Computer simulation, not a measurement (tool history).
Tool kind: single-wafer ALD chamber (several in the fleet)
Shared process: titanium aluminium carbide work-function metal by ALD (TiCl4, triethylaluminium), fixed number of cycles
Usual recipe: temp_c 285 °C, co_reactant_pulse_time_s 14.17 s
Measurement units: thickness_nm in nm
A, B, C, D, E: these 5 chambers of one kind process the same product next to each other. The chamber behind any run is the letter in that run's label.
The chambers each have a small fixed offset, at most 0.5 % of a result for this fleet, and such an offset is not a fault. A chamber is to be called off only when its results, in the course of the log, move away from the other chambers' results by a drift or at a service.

| run | hour | temp_c | co_reactant_pulse_time_s | hours since the last thermocouple change | hours since the last triethylaluminium bottle change | read-back reference wafer on the same gauge, thickness_nm | thickness_nm |
|---|---|---|---|---|---|---|---|
|  | 2.7 | chamber E: thermocouple changed; heater temperature recalibrated |
| 1A | 7.9 | 285 | 14.17 | 303.3 | 727.4 | 1.9996 | 1.9286 |
| 2C | 19.5 | 285 | 14.17 | 661.2 | 1682.1 | 2.0027 | 1.9239 |
| 3D | 27.7 | 285 | 14.17 | 2053.7 | 984.6 | 1.9993 | 1.9072 |
| 4E | 41.3 | 285 | 14.17 | 38.7 | 58.2 | 2.0007 | 1.9097 |
| 5B | 54.6 | 285 | 10.77 | 750.7 | 916.2 | 2.0000 | 1.8892 |
| 6E | 67.7 | 285 | 10.77 | 65.1 | 84.6 | 1.9988 | 1.8878 |
|  | 71.8 | chamber C: triethylaluminium bottle replaced |
| 7D | 76.1 | 285 | 10.77 | 2102.1 | 1033.0 | 2.0012 | 1.8833 |
| 8A | 89.8 | 285 | 10.77 | 385.2 | 809.3 | 2.0014 | 1.8793 |
| 9B | 100.6 | 285 | 10.77 | 796.7 | 962.2 | 1.9984 | 1.8768 |
| 10C | 111.0 | 285 | 14.17 | 752.7 | 39.2 | 1.9992 | 1.9242 |
| 11C | 122.4 | 285 | 14.17 | 764.1 | 50.6 | 2.0007 | 1.9278 |
|  | 132.3 | chamber D: thermocouple changed; heater temperature recalibrated |
| 12E | 137.9 | 285 | 14.17 | 135.3 | 154.8 | 2.0000 | 1.9235 |
| 13D | 149.0 | 285 | 14.17 | 16.8 | 1105.9 | 2.0012 | 1.9032 |
| 14B | 156.8 | 285 | 14.17 | 852.9 | 1018.4 | 1.9995 | 1.9025 |
| 15A | 169.0 | 285 | 14.17 | 464.4 | 888.5 | 2.0000 | 1.9153 |
| 16D | 176.2 | 285 | 14.17 | 44.0 | 1133.1 | 1.9993 | 1.9165 |
| 17E | 188.3 | 285 | 14.17 | 185.7 | 205.2 | 2.0002 | 1.9109 |
| 18B | 201.1 | 285 | 14.17 | 897.2 | 1062.7 | 2.0002 | 1.9066 |
| 19A | 211.6 | 285 | 14.17 | 507.0 | 931.1 | 1.9997 | 1.9245 |
| 20C | 222.1 | 285 | 14.17 | 863.8 | 150.3 | 2.0000 | 1.9366 |
| 21B | 236.6 | 285 | 14.17 | 932.7 | 1098.2 | 1.9999 | 1.8999 |
| 22A | 252.0 | 285 | 14.17 | 547.4 | 971.5 | 1.9994 | 1.9170 |
| 23E | 259.2 | 285 | 14.17 | 256.6 | 276.1 | 2.0003 | 1.9190 |
| 24C | 272.6 | 285 | 14.17 | 914.3 | 200.8 | 1.9986 | 1.9290 |
| 25D | 282.9 | 285 | 14.17 | 150.7 | 1239.8 | 2.0000 | 1.9125 |
|  | 286.9 | chamber D: triethylaluminium bottle replaced |
| 26B | 296.4 | 290 | 16.29 | 992.5 | 1158.0 | 2.0013 | 1.9465 |
| 27D | 303.5 | 290 | 16.29 | 171.3 | 16.7 | 2.0011 | 1.9732 |
| 28A | 313.6 | 290 | 16.29 | 609.0 | 1033.1 | 2.0001 | 1.9638 |
| 29C | 327.0 | 290 | 16.29 | 968.7 | 255.2 | 2.0005 | 1.9776 |
| 30E | 336.7 | 290 | 16.29 | 334.1 | 353.6 | 1.9994 | 1.9692 |
| 31A | 352.1 | 285 | 14.17 | 647.5 | 1071.6 | 1.9983 | 1.9109 |
| 32E | 364.8 | 285 | 14.17 | 362.2 | 381.7 | 1.9997 | 1.9157 |
| 33B | 371.7 | 285 | 14.17 | 1067.8 | 1233.3 | 1.9987 | 1.9076 |
|  | 379.7 | chamber C: thermocouple changed; heater temperature recalibrated |
| 34C | 387.2 | 285 | 14.17 | 7.6 | 315.4 | 2.0003 | 1.9251 |
| 35D | 394.9 | 285 | 14.17 | 262.7 | 108.1 | 1.9998 | 1.9210 |

All 5 chambers run these settings next. Forecast each chamber's results:
| 36A | 406.1 | 285 | 14.17 |  |  |  | ? |
| 36B | 406.1 | 285 | 14.17 |  |  |  | ? |
| 36C | 406.1 | 285 | 14.17 |  |  |  | ? |
| 36D | 406.1 | 285 | 14.17 |  |  |  | ? |
| 36E | 406.1 | 285 | 14.17 |  |  |  | ? |

| run | thickness_nm |
|---|---|
| 36A | 1.9240 |
| 36B | 1.9024 |
| 36C | 1.9142 |
| 36D | 1.9079 |
| 36E | 1.9158 |
